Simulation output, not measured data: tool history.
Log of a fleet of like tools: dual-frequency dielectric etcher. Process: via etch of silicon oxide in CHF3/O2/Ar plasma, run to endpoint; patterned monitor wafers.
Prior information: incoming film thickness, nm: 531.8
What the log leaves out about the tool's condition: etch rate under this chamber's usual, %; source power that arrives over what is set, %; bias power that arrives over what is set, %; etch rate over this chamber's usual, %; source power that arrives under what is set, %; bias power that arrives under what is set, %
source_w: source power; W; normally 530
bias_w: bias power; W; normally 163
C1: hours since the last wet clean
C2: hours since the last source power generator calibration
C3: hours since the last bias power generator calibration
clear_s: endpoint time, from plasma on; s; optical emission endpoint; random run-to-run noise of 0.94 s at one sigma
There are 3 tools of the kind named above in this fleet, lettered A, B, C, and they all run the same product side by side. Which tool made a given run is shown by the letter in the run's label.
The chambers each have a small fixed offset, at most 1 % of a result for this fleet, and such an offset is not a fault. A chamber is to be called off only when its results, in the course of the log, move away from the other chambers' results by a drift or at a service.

run 1B hour=9 | source_w=530 bias_w=163 | C1=260.5 C2=1661.7 C3=1722.2 | clear_s=290.61
run 2A hour=15.7 | source_w=530 bias_w=163 | C1=90.1 C2=2068.3 C3=2615.5 | clear_s=290.98
run 3C hour=21.4 | source_w=530 bias_w=163 | C1=70.3 C2=68.4 C3=2030.9 | clear_s=291.58
run 4A hour=30.5 | source_w=530 bias_w=163 | C1=104.9 C2=2083.1 C3=2630.3 | clear_s=292.16
run 5C hour=37.6 | source_w=530 bias_w=163 | C1=86.5 C2=84.6 C3=2047.1 | clear_s=295.12
run 6B hour=43.1 | source_w=530 bias_w=163 | C1=294.6 C2=1695.8 C3=1756.3 | clear_s=290.25
run 7B hour=50.7 | source_w=530 bias_w=163 | C1=302.2 C2=1703.4 C3=1763.9 | clear_s=288.48
run 8A hour=58.6 | source_w=530 bias_w=163 | C1=133 C2=2111.2 C3=2658.4 | clear_s=290.6
run 9C hour=64 | source_w=530 bias_w=163 | C1=112.9 C2=111 C3=2073.5 | clear_s=294.01
run 10A hour=72.1 | source_w=530 bias_w=163 | C1=146.5 C2=2124.7 C3=2671.9 | clear_s=290.02
run 11B hour=77.2 | source_w=530 bias_w=163 | C1=328.7 C2=1729.9 C3=1790.4 | clear_s=286.22
run 12C hour=84.1 | source_w=530 bias_w=163 | C1=133 C2=131.1 C3=2093.6 | clear_s=293.08
run 13B hour=92.6 | source_w=530 bias_w=163 | C1=344.1 C2=1745.3 C3=1805.8 | clear_s=285.9
run 14C hour=100.3 | source_w=530 bias_w=163 | C1=149.2 C2=147.3 C3=2109.8 | clear_s=294.25
run 15A hour=104.6 | source_w=530 bias_w=163 | C1=179 C2=2157.2 C3=2704.4 | clear_s=292.95
run 16B hour=110.7 | source_w=530 bias_w=163 | C1=362.2 C2=1763.4 C3=1823.9 | clear_s=284.78
run 17C hour=115.1 | source_w=530 bias_w=163 | C1=164 C2=162.1 C3=2124.6 | clear_s=296.63
run 18A hour=120 | source_w=530 bias_w=163 | C1=194.4 C2=2172.6 C3=2719.8 | clear_s=293.22
run 19B hour=125.9 | source_w=530 bias_w=163 | C1=377.4 C2=1778.6 C3=1839.1 | clear_s=282.41
run 20C hour=130 | source_w=530 bias_w=163 | C1=178.9 C2=177 C3=2139.5 | clear_s=293.69
run 21A hour=134.8 | source_w=530 bias_w=163 | C1=209.2 C2=2187.4 C3=2734.6 | clear_s=291.39
run 22A hour=139.2 | source_w=530 bias_w=163 | C1=213.6 C2=2191.8 C3=2739 | clear_s=291
run 23B hour=148.5 | source_w=530 bias_w=163 | C1=400 C2=1801.2 C3=1861.7 | clear_s=281.11
-- hour=149.4 chamber C: bias power generator calibrated
-- hour=157 chamber B: bias power generator calibrated
run 24C hour=157.3 | source_w=530 bias_w=163 | C1=206.2 C2=204.3 C3=8 | clear_s=293.89
run 25B hour=164.4 | source_w=530 bias_w=163 | C1=415.9 C2=1817.1 C3=7.5 | clear_s=281.67
run 26A hour=170.4 | source_w=530 bias_w=163 | C1=244.8 C2=2223 C3=2770.2 | clear_s=293.09
run 27C hour=176.3 | source_w=480 bias_w=163 | C1=225.2 C2=223.3 C3=27 | clear_s=305.46
run 28A hour=181.1 | source_w=480 bias_w=163 | C1=255.5 C2=2233.7 C3=2780.9 | clear_s=303.43
run 29C hour=185.8 | source_w=480 bias_w=163 | C1=234.7 C2=232.8 C3=36.5 | clear_s=306.09
run 30B hour=194.7 | source_w=530 bias_w=163 | C1=446.2 C2=1847.4 C3=37.8 | clear_s=279.86
run 31C hour=204 | source_w=530 bias_w=163 | C1=252.9 C2=251 C3=54.7 | clear_s=295.14
run 32A hour=208.7 | source_w=530 bias_w=163 | C1=283.1 C2=2261.3 C3=2808.5 | clear_s=292.12
run 33B hour=216.2 | source_w=530 bias_w=163 | C1=467.7 C2=1868.9 C3=59.3 | clear_s=278.96

What goes on in this fleet: one chamber off, a drifting gauge, or nothing beyond the chambers' own small offsets? Name the chamber and the cause, if any.

One chamber, B, drifts off from the rest bit by bit.
Likeliest cause: etch rate over this chamber's usual, % = 4.5.

Chamber B could run next with any of the 4 candidate recipes listed below; each alters the usual settings, and their results appear as question marks. Which one brings its results back in line with what the other chambers deliver on the usual settings?
A result is in line if it is within this distance of the other chambers' mean on the usual settings: clear_s 3.3 s
run 34B-1 hour=222.9 | source_w=530 bias_w=189 | clear_s=?
run 34B-2 hour=222.9 | source_w=460 bias_w=163 | clear_s=?
run 34B-3 hour=222.9 | source_w=510 bias_w=163 | clear_s=?
run 34B-4 hour=222.9 | source_w=530 bias_w=172 | clear_s=?

On the usual settings, the other chambers give on average: clear_s 292.48 s
run=34B-1 clear_s=264.38
run=34B-2 clear_s=293.16
run=34B-3 clear_s=281.84
run=34B-4 clear_s=272.85
34B-2 brings the chamber back in line.
